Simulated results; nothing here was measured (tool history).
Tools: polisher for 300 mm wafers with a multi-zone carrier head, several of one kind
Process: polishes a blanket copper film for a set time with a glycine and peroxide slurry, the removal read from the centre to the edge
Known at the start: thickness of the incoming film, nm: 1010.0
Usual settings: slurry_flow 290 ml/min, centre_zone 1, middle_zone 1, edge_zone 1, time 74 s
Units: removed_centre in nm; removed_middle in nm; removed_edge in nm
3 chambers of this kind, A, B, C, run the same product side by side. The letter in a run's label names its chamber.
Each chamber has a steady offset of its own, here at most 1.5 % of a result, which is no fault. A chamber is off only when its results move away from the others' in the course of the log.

Run 1C, day 0.183: usual settings. Result: removed_centre 336.02 nm, removed_middle 355.58 nm, removed_edge 344.35 nm.
Run 2A, day 0.342: usual settings. Result: removed_centre 340.33 nm, removed_middle 342.59 nm, removed_edge 340.36 nm.
Run 3B, day 0.538: usual settings. Result: removed_centre 344.69 nm, removed_middle 338.73 nm, removed_edge 347.22 nm.
At day 0.575: chamber C: centre zone pressure recalibrated.
Run 4A, day 0.742: usual settings. Result: removed_centre 342.89 nm, removed_middle 341.8 nm, removed_edge 343.33 nm.
At day 0.933: chamber A: worn pad replaced by a new one.
Run 5C, day 0.971: usual settings. Result: removed_centre 336.59 nm, removed_middle 352.22 nm, removed_edge 346.03 nm.
Run 6B, day 1.2: usual settings. Result: removed_centre 341.86 nm, removed_middle 343.21 nm, removed_edge 345.42 nm.
Run 7B, day 1.392: usual settings. Result: removed_centre 341.37 nm, removed_middle 356.02 nm, removed_edge 346.9 nm.
At day 1.417: chamber B: worn pad replaced by a new one.
Run 8A, day 1.546: usual settings. Result: removed_centre 345.52 nm, removed_middle 351.96 nm, removed_edge 344.48 nm.
Run 9C, day 1.717: usual settings. Result: removed_centre 342.95 nm, removed_middle 350.39 nm, removed_edge 339.67 nm.
At day 1.779: chamber C: worn pad replaced by a new one.
Run 10C, day 1.896: usual settings. Result: removed_centre 342.4 nm, removed_middle 360.94 nm, removed_edge 344.91 nm.
Run 11B, day 2.046: usual settings but middle_zone 1.09, edge_zone 0.91. Result: removed_centre 338.05 nm, removed_middle 360.94 nm, removed_edge 326.05 nm.
Run 12A, day 2.233: usual settings but middle_zone 1.09, edge_zone 0.91. Result: removed_centre 344.75 nm, removed_middle 377.04 nm, removed_edge 327.06 nm.
Run 13B, day 2.533: usual settings but middle_zone 1.09, edge_zone 0.91. Result: removed_centre 340.61 nm, removed_middle 377.97 nm, removed_edge 332.01 nm.
At day 2.588: chamber A: worn pad replaced by a new one.
Run 14C, day 2.825: usual settings. Result: removed_centre 337.57 nm, removed_middle 342.39 nm, removed_edge 346.24 nm.
Run 15A, day 3.004: usual settings but centre_zone 1.09. Result: removed_centre 382.86 nm, removed_middle 344.37 nm, removed_edge 345.2 nm.
At day 3.117: chamber B: worn pad replaced by a new one.
Run 16B, day 3.317: usual settings but centre_zone 1.09. Result: removed_centre 383.59 nm, removed_middle 342.62 nm, removed_edge 344.43 nm.
Run 17A, day 3.512: usual settings but centre_zone 1.09. Result: removed_centre 382.57 nm, removed_middle 350.59 nm, removed_edge 339.27 nm.
Run 18C, day 3.683: usual settings. Result: removed_centre 349.71 nm, removed_middle 349.62 nm, removed_edge 341.19 nm.
Run 19A, day 3.971: usual settings. Result: removed_centre 341.27 nm, removed_middle 347.15 nm, removed_edge 342.92 nm.
Run 20B, day 4.262: usual settings. Result: removed_centre 338.85 nm, removed_middle 347.27 nm, removed_edge 340.18 nm.
Run 21C, day 4.529: usual settings. Result: removed_centre 343.65 nm, removed_middle 342.02 nm, removed_edge 347.19 nm.

Is one chamber off against the others, does the gauge drift, or is nothing wrong? If a chamber is off, say which, and what the likeliest cause is.

No chamber stands off beyond its own small offset, and the gauge holds steady.
